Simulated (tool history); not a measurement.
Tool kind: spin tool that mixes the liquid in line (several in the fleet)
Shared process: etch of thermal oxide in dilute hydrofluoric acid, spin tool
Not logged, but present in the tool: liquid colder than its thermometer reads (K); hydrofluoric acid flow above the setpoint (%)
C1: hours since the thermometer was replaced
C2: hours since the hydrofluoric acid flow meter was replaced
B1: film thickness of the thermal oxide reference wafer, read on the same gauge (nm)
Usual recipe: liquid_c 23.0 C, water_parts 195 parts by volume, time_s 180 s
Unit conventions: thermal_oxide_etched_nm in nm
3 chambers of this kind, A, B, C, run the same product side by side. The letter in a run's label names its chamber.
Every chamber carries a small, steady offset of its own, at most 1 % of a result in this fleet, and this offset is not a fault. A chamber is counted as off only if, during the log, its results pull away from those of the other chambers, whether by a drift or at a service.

{"run": "1C", "hour": 5.1, "liquid_c": 23.0, "water_parts": 195, "time_s": 180, "C1": 1906.3, "C2": 16.6, "B1": 30.011, "thermal_oxide_etched_nm": 3.8215}
{"run": "2B", "hour": 9.8, "liquid_c": 23.0, "water_parts": 195, "time_s": 180, "C1": 1926.8, "C2": 263.2, "B1": 29.999, "thermal_oxide_etched_nm": 3.7454}
{"run": "3A", "hour": 19.0, "liquid_c": 23.0, "water_parts": 195, "time_s": 180, "C1": 362.3, "C2": 256.8, "B1": 30.016, "thermal_oxide_etched_nm": 3.8916}
{"run": "4C", "hour": 27.0, "liquid_c": 23.0, "water_parts": 195, "time_s": 180, "C1": 1928.2, "C2": 38.5, "B1": 30.005, "thermal_oxide_etched_nm": 3.7571}
{"run": "5B", "hour": 36.6, "liquid_c": 23.0, "water_parts": 195, "time_s": 180, "C1": 1953.6, "C2": 290.0, "B1": 30.006, "thermal_oxide_etched_nm": 3.8621}
{"run": "6A", "hour": 42.2, "liquid_c": 23.0, "water_parts": 195, "time_s": 180, "C1": 385.5, "C2": 280.0, "B1": 30.014, "thermal_oxide_etched_nm": 3.8784}
{"run": "7B", "hour": 50.2, "liquid_c": 23.0, "water_parts": 195, "time_s": 180, "C1": 1967.2, "C2": 303.6, "B1": 29.999, "thermal_oxide_etched_nm": 3.8081}
{"run": "8C", "hour": 57.2, "liquid_c": 23.0, "water_parts": 195, "time_s": 180, "C1": 1958.4, "C2": 68.7, "B1": 29.992, "thermal_oxide_etched_nm": 3.7968}
{"run": "9A", "hour": 66.0, "liquid_c": 23.0, "water_parts": 195, "time_s": 180, "C1": 409.3, "C2": 303.8, "B1": 29.977, "thermal_oxide_etched_nm": 3.7927}
{"run": "10B", "hour": 73.2, "liquid_c": 25.5, "water_parts": 265, "time_s": 180, "C1": 1990.2, "C2": 326.6, "B1": 29.991, "thermal_oxide_etched_nm": 2.9082}
{"run": "11C", "hour": 77.9, "liquid_c": 25.5, "water_parts": 265, "time_s": 180, "C1": 1979.1, "C2": 89.4, "B1": 29.988, "thermal_oxide_etched_nm": 2.8468}
{"run": "12A", "hour": 87.1, "liquid_c": 25.5, "water_parts": 265, "time_s": 180, "C1": 430.4, "C2": 324.9, "B1": 30.0, "thermal_oxide_etched_nm": 2.9014}
{"run": "13A", "hour": 94.4, "liquid_c": 23.0, "water_parts": 195, "time_s": 180, "C1": 437.7, "C2": 332.2, "B1": 30.015, "thermal_oxide_etched_nm": 3.8768}
{"run": "14C", "hour": 102.5, "liquid_c": 23.0, "water_parts": 195, "time_s": 180, "C1": 2003.7, "C2": 114.0, "B1": 30.005, "thermal_oxide_etched_nm": 3.8047}
{"run": "15B", "hour": 111.8, "liquid_c": 23.0, "water_parts": 195, "time_s": 180, "C1": 2028.8, "C2": 365.2, "B1": 30.017, "thermal_oxide_etched_nm": 3.8122}
{"run": "16A", "hour": 118.0, "liquid_c": 23.0, "water_parts": 195, "time_s": 180, "C1": 461.3, "C2": 355.8, "B1": 29.98, "thermal_oxide_etched_nm": 3.9527}
{"run": "17B", "hour": 125.4, "liquid_c": 23.0, "water_parts": 195, "time_s": 180, "C1": 2042.4, "C2": 378.8, "B1": 29.955, "thermal_oxide_etched_nm": 3.8028}
{"run": "18C", "hour": 133.5, "liquid_c": 23.0, "water_parts": 195, "time_s": 180, "C1": 2034.7, "C2": 145.0, "B1": 30.019, "thermal_oxide_etched_nm": 3.8289}
{"run": "19C", "hour": 141.3, "liquid_c": 23.0, "water_parts": 195, "time_s": 180, "C1": 2042.5, "C2": 152.8, "B1": 30.025, "thermal_oxide_etched_nm": 3.8212}
{"run": "20B", "hour": 151.9, "liquid_c": 23.0, "water_parts": 195, "time_s": 180, "C1": 2068.9, "C2": 405.3, "B1": 30.021, "thermal_oxide_etched_nm": 3.8843}
{"run": "21A", "hour": 158.2, "liquid_c": 23.0, "water_parts": 195, "time_s": 180, "C1": 501.5, "C2": 396.0, "B1": 29.981, "thermal_oxide_etched_nm": 3.8324}
{"run": "22A", "hour": 165.9, "liquid_c": 23.0, "water_parts": 195, "time_s": 180, "C1": 509.2, "C2": 403.7, "B1": 29.998, "thermal_oxide_etched_nm": 3.8864}
{"run": "23B", "hour": 171.0, "liquid_c": 23.0, "water_parts": 195, "time_s": 180, "C1": 2088.0, "C2": 424.4, "B1": 29.987, "thermal_oxide_etched_nm": 3.8785}
{"run": "24C", "hour": 178.8, "liquid_c": 23.0, "water_parts": 195, "time_s": 180, "C1": 2080.0, "C2": 190.3, "B1": 29.989, "thermal_oxide_etched_nm": 3.7799}
{"run": "25C", "hour": 185.9, "liquid_c": 23.0, "water_parts": 195, "time_s": 180, "C1": 2087.1, "C2": 197.4, "B1": 30.006, "thermal_oxide_etched_nm": 3.8399}
{"run": "26A", "hour": 194.4, "liquid_c": 23.0, "water_parts": 195, "time_s": 180, "C1": 537.7, "C2": 432.2, "B1": 29.989, "thermal_oxide_etched_nm": 3.9354}
{"run": "27B", "hour": 203.3, "liquid_c": 23.0, "water_parts": 195, "time_s": 180, "C1": 2120.3, "C2": 456.7, "B1": 30.011, "thermal_oxide_etched_nm": 3.8805}
{"run": "28A", "hour": 211.9, "liquid_c": 23.0, "water_parts": 195, "time_s": 180, "C1": 555.2, "C2": 449.7, "B1": 29.992, "thermal_oxide_etched_nm": 3.8733}
{"run": "29B", "hour": 217.6, "liquid_c": 23.0, "water_parts": 195, "time_s": 180, "C1": 2134.6, "C2": 471.0, "B1": 29.989, "thermal_oxide_etched_nm": 3.8768}
{"run": "30C", "hour": 226.1, "liquid_c": 23.0, "water_parts": 195, "time_s": 180, "C1": 2127.3, "C2": 237.6, "B1": 29.986, "thermal_oxide_etched_nm": 3.8337}
{"run": "31A", "hour": 236.9, "liquid_c": 23.0, "water_parts": 195, "time_s": 180, "C1": 580.2, "C2": 474.7, "B1": 29.975, "thermal_oxide_etched_nm": 3.8328}
{"run": "32B", "hour": 246.5, "liquid_c": 23.0, "water_parts": 195, "time_s": 180, "C1": 2163.5, "C2": 499.9, "B1": 30.028, "thermal_oxide_etched_nm": 3.9099}
{"run": "33C", "hour": 255.3, "liquid_c": 23.0, "water_parts": 195, "time_s": 180, "C1": 2156.5, "C2": 266.8, "B1": 30.017, "thermal_oxide_etched_nm": 3.794}
{"run": "34A", "hour": 261.0, "liquid_c": 23.0, "water_parts": 195, "time_s": 180, "C1": 604.3, "C2": 498.8, "B1": 30.015, "thermal_oxide_etched_nm": 3.9067}
{"run": "35C", "hour": 269.5, "liquid_c": 23.0, "water_parts": 195, "time_s": 180, "C1": 2170.7, "C2": 281.0, "B1": 30.023, "thermal_oxide_etched_nm": 3.723}
{"run": "36B", "hour": 277.3, "liquid_c": 23.0, "water_parts": 195, "time_s": 180, "C1": 2194.3, "C2": 530.7, "B1": 29.997, "thermal_oxide_etched_nm": 3.86}
{"run": "37A", "hour": 287.2, "liquid_c": 26.5, "water_parts": 195, "time_s": 275, "C1": 630.5, "C2": 525.0, "B1": 30.028, "thermal_oxide_etched_nm": 6.6673}
{"run": "38B", "hour": 294.7, "liquid_c": 26.5, "water_parts": 195, "time_s": 275, "C1": 2211.7, "C2": 548.1, "B1": 29.968, "thermal_oxide_etched_nm": 6.6919}
{"run": "39C", "hour": 299.5, "liquid_c": 26.5, "water_parts": 195, "time_s": 275, "C1": 2200.7, "C2": 311.0, "B1": 30.013, "thermal_oxide_etched_nm": 6.5778}
{"run": "40C", "hour": 308.2, "liquid_c": 23.0, "water_parts": 195, "time_s": 180, "C1": 2209.4, "C2": 319.7, "B1": 29.994, "thermal_oxide_etched_nm": 3.8449}
{"run": "41B", "hour": 314.7, "liquid_c": 23.0, "water_parts": 195, "time_s": 180, "C1": 2231.7, "C2": 568.1, "B1": 29.991, "thermal_oxide_etched_nm": 3.8288}
{"run": "42A", "hour": 320.1, "liquid_c": 23.0, "water_parts": 195, "time_s": 180, "C1": 663.4, "C2": 557.9, "B1": 29.976, "thermal_oxide_etched_nm": 3.807}
{"run": "43A", "hour": 326.0, "liquid_c": 23.0, "water_parts": 195, "time_s": 180, "C1": 669.3, "C2": 563.8, "B1": 30.003, "thermal_oxide_etched_nm": 3.8131}
{"run": "44B", "hour": 333.9, "liquid_c": 24.5, "water_parts": 195, "time_s": 180, "C1": 2250.9, "C2": 587.3, "B1": 30.029, "thermal_oxide_etched_nm": 4.0853}

Has any chamber moved away from the others, gradually or after a service, or does the common gauge drift, or do the chambers differ only by their own small steady offsets? State the chamber and the most likely cause if one applies.

Neither any chamber nor the gauge drifts; the chambers differ only by their own small, steady offsets.
